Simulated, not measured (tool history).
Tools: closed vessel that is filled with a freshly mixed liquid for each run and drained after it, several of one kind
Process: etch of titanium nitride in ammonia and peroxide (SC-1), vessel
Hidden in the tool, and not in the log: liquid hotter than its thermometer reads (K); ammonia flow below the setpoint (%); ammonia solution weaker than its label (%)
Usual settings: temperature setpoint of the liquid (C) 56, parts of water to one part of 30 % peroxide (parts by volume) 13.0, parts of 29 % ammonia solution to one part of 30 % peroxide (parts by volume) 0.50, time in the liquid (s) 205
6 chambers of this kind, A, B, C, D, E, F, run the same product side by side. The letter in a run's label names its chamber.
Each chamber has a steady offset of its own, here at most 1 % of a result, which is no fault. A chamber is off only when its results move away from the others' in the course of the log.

run   hour  temperature setpoint of the liquid (C)  parts of water to one part of 30 % peroxide (parts by volume)  parts of 29 % ammonia solution to one part of 30 % peroxide (parts by volume)  time in the liquid (s)  hours since the thermometer was replaced  hours since the ammonia flow meter was replaced  hours since the drum of ammonia solution was connected  read-back film thickness of the titanium nitride reference wafer, read on the same gauge (nm)  thickness taken off the titanium nitride on a monitor wafer (angstrom)
 1C   10.7                                      56                                                           13.0                                                                           0.50                     205                                    1386.3                                             53.9                                                   275.8                                                                                         119.99                                                                 189.230
 2A   21.3                                      56                                                           13.0                                                                           0.50                     205                                     787.7                                            604.5                                                    52.7                                                                                         119.99                                                                 190.610
 3B   29.2                                      56                                                           13.0                                                                           0.50                     205                                    1140.5                                            530.2                                                   768.5                                                                                         119.99                                                                 189.920
 4E   35.3                                      56                                                           13.0                                                                           0.50                     205                                    1620.3                                            683.1                                                   613.9                                                                                         120.01                                                                 191.210
 5D   41.0                                      56                                                           13.0                                                                           0.35                     275                                     350.0                                           1964.9                                                   315.9                                                                                         120.03                                                                 235.860
 6F   50.5                                      56                                                           13.0                                                                           0.35                     275                                    2301.1                                            707.9                                                   106.2                                                                                         119.99                                                                 238.840
 7A   57.1                                      56                                                           13.0                                                                           0.35                     275                                     823.5                                            640.3                                                    88.5                                                                                         119.97                                                                 239.470
 8D   62.5                                      56                                                           13.0                                                                           0.35                     275                                     371.5                                           1986.4                                                   337.4                                                                                         120.01                                                                 235.100
 9E   71.1                                      56                                                           13.0                                                                           0.35                     275                                    1656.1                                            718.9                                                   649.7                                                                                         119.99                                                                 238.310
10C   76.7                                      56                                                           13.0                                                                           0.35                     275                                    1452.3                                            119.9                                                   341.8                                                                                         119.97                                                                 236.830
      84.7  -- chamber E: ammonia flow meter replaced
11B   85.4                                      56                                                           13.0                                                                           0.50                     205                                    1196.7                                            586.4                                                   824.7                                                                                         119.99                                                                 188.400
12F   95.6                                      56                                                           13.0                                                                           0.50                     205                                    2346.2                                            753.0                                                   151.3                                                                                         120.00                                                                 189.970
13F  101.5                                      56                                                           13.0                                                                           0.50                     205                                    2352.1                                            758.9                                                   157.2                                                                                         120.01                                                                 189.830
14E  108.7                                      56                                                           13.0                                                                           0.50                     205                                    1693.7                                             24.0                                                   687.3                                                                                         120.01                                                                 189.650
15A  114.3                                      56                                                           13.0                                                                           0.50                     205                                     880.7                                            697.5                                                   145.7                                                                                         120.00                                                                 189.540
16C  119.6                                      56                                                           13.0                                                                           0.50                     205                                    1495.2                                            162.8                                                   384.7                                                                                         120.00                                                                 189.100
     126.7  -- chamber C: thermometer replaced
17D  128.8                                      56                                                           18.5                                                                           0.50                      90                                     437.8                                           2052.7                                                   403.7                                                                                         119.99                                                                  68.041
18B  137.6                                      56                                                           18.5                                                                           0.50                      90                                    1248.9                                            638.6                                                   876.9                                                                                         120.00                                                                  68.470
19A  142.7                                      56                                                           18.5                                                                           0.50                      90                                     909.1                                            725.9                                                   174.1                                                                                         120.03                                                                  68.684
     143.3  -- chamber E: new drum of ammonia solution connected
20E  153.6                                      56                                                           18.5                                                                           0.50                      90                                    1738.6                                             68.9                                                    10.3                                                                                         120.01                                                                  69.106
21F  164.0                                      56                                                           18.5                                                                           0.50                      90                                    2414.6                                            821.4                                                   219.7                                                                                         119.98                                                                  69.095
22B  172.7                                      56                                                           18.5                                                                           0.50                      90                                    1284.0                                            673.7                                                   912.0                                                                                         119.99                                                                  68.611
     176.6  -- chamber F: thermometer replaced
23D  182.6                                      56                                                           13.0                                                                           0.50                     205                                     491.6                                           2106.5                                                   457.5                                                                                         119.99                                                                 190.130
24C  190.7                                      56                                                           13.0                                                                           0.50                     205                                      64.0                                            233.9                                                   455.8                                                                                         120.00                                                                 190.550
25D  198.3                                      56                                                           13.0                                                                           0.50                     285                                     507.3                                           2122.2                                                   473.2                                                                                         119.99                                                                 268.440
     205.4  -- chamber A: new drum of ammonia solution connected
26A  207.0                                      56                                                           13.0                                                                           0.50                     285                                     973.4                                            790.2                                                     1.6                                                                                         120.01                                                                 264.230
27F  216.1                                      56                                                           13.0                                                                           0.50                     285                                      39.5                                            873.5                                                   271.8                                                                                         120.00                                                                 261.760
28C  226.5                                      56                                                           13.0                                                                           0.50                     285                                      99.8                                            269.7                                                   491.6                                                                                         120.01                                                                 262.580
29B  235.5                                      56                                                           13.0                                                                           0.50                     285                                    1346.8                                            736.5                                                   974.8                                                                                         120.00                                                                 263.500
30E  244.7                                      56                                                           13.0                                                                           0.50                     285                                    1829.7                                            160.0                                                   101.4                                                                                         120.03                                                                 264.890
31E  252.5                                      56                                                           13.0                                                                           0.50                     205                                    1837.5                                            167.8                                                   109.2                                                                                         120.02                                                                 189.650
32D  262.4                                      56                                                           13.0                                                                           0.50                     205                                     571.4                                           2186.3                                                   537.3                                                                                         120.01                                                                 196.250
     265.9  -- chamber A: ammonia flow meter replaced
     267.9  -- chamber D: new drum of ammonia solution connected
33B  270.1                                      56                                                           13.0                                                                           0.50                     205                                    1381.4                                            771.1                                                  1009.4                                                                                         120.00                                                                 189.150
34A  280.7                                      56                                                           13.0                                                                           0.50                     205                                    1047.1                                             14.9                                                    75.3                                                                                         119.98                                                                 190.770
35C  288.3                                      56                                                           13.0                                                                           0.50                     205                                     161.6                                            331.5                                                   553.4                                                                                         119.97                                                                 187.720
36F  298.7                                      56                                                           13.0                                                                           0.50                     205                                     122.1                                            956.1                                                   354.4                                                                                         120.02                                                                 189.120
37B  308.9                                      56                                                           13.0                                                                           0.50                     205                                    1420.2                                            809.9                                                  1048.2                                                                                         119.99                                                                 188.790
38F  319.7                                      56                                                            8.5                                                                           0.40                     205                                     143.1                                            977.1                                                   375.4                                                                                         119.97                                                                 226.230
39E  330.3                                      56                                                            8.5                                                                           0.40                     205                                    1915.3                                            245.6                                                   187.0                                                                                         119.97                                                                 230.040
40D  335.5                                      56                                                            8.5                                                                           0.40                     205                                     644.5                                           2259.4                                                    67.7                                                                                         120.04                                                                 240.330

What goes on in this fleet: one chamber off, a drifting gauge, or nothing beyond the chambers' own small offsets? Name the chamber and the cause, if any.

Chamber D drifts away from the others.
Cause: liquid hotter than its thermometer reads (K) = 1.01.

Here are 4 candidates for chamber D's next run, each the usual settings with a change, their results left as question marks. Which one brings its results back in line with what the others give on the usual settings?
In line means no further than this from the other chambers' mean on the usual settings: thickness taken off the titanium nitride on a monitor wafer (angstrom) 3.300
41D-1  343.4                                    56.0                                                           13.5                                                                           0.50                     205                                                                                                                                                                                                                                                                                                                         ?
41D-2  343.4                                    55.5                                                           13.0                                                                           0.50                     200                                                                                                                                                                                                                                                                                                                         ?
41D-3  343.4                                    56.5                                                           13.0                                                                           0.50                     210                                                                                                                                                                                                                                                                                                                         ?
41D-4  343.4                                    56.0                                                           13.0                                                                           0.50                     210                                                                                                                                                                                                                                                                                                                         ?

The other chambers' mean on the usual settings: thickness taken off the titanium nitride on a monitor wafer (angstrom) 189.870
  run  thickness taken off the titanium nitride on a monitor wafer (angstrom)
41D-1                                                                 196.300
41D-2                                                                 189.080
41D-3                                                                 212.240
41D-4                                                                 205.280
41D-2 brings the chamber back in line.

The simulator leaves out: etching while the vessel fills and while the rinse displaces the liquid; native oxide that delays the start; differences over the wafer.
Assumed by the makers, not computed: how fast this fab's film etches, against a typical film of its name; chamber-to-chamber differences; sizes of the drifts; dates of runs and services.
